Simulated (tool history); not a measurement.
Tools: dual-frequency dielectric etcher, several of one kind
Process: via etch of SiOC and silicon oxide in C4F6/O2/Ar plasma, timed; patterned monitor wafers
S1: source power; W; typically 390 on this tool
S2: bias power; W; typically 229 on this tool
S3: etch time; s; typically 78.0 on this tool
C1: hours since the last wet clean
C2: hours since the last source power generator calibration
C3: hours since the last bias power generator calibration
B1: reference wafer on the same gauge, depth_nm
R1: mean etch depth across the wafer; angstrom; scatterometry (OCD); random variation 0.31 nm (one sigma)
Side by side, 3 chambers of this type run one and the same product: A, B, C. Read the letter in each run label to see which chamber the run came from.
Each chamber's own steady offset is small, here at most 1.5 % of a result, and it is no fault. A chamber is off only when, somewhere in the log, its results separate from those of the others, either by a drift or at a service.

run	hour	S1	S2	S3	C1	C2	C3	B1	R1
1A	3.4	390	229	78.0	213.6	120.8	79.8	88.482	942.34
2B	7.2	390	229	78.0	297.8	1344.9	1500.7	88.459	956.82
3C	11.0	390	229	78.0	440.3	1088.8	919.4	88.506	942.45
4B	16.4	390	229	78.0	307.0	1354.1	1509.9	88.508	960.83
5C	19.6	390	229	78.0	448.9	1097.4	928.0	88.524	942.45
6A	25.7	390	229	78.0	235.9	143.1	102.1	88.512	939.26
7B	32.6	390	229	78.0	323.2	1370.3	1526.1	88.541	954.05
8A	38.3	390	229	78.0	248.5	155.7	114.7	88.530	939.77
9C	42.3	390	229	78.0	471.6	1120.1	950.7	88.483	943.83
10A	47.2	390	229	78.0	257.4	164.6	123.6	88.448	938.98
# hour 48.0: chamber C: wet clean of the chamber
11B	52.6	390	229	78.0	343.2	1390.3	1546.1	88.500	956.14
12C	58.8	320	185	78.0	10.8	1136.6	967.2	88.532	812.26
13B	64.5	320	185	78.0	355.1	1402.2	1558.0	88.517	829.28
14C	67.9	320	185	78.0	19.9	1145.7	976.3	88.464	823.05
15A	71.4	390	229	78.0	281.6	188.8	147.8	88.507	929.33
16B	77.6	390	229	78.0	368.2	1415.3	1571.1	88.513	960.57
# hour 83.5: chamber B: wet clean of the chamber
17A	83.7	390	229	78.0	293.9	201.1	160.1	88.545	926.35
18C	87.1	390	229	78.0	39.1	1164.9	995.5	88.474	945.25
19B	92.8	390	229	78.0	9.3	1430.5	1586.3	88.538	958.08
20C	99.1	390	229	91.5	51.1	1176.9	1007.5	88.482	1110.50

Predict what each chamber gives when all 3 of them run the settings below next.
21A	104.1	390	229	78.0					?
21B	104.1	390	229	78.0					?
21C	104.1	390	229	78.0					?

run	R1
21A	916.95
21B	951.08
21C	939.66
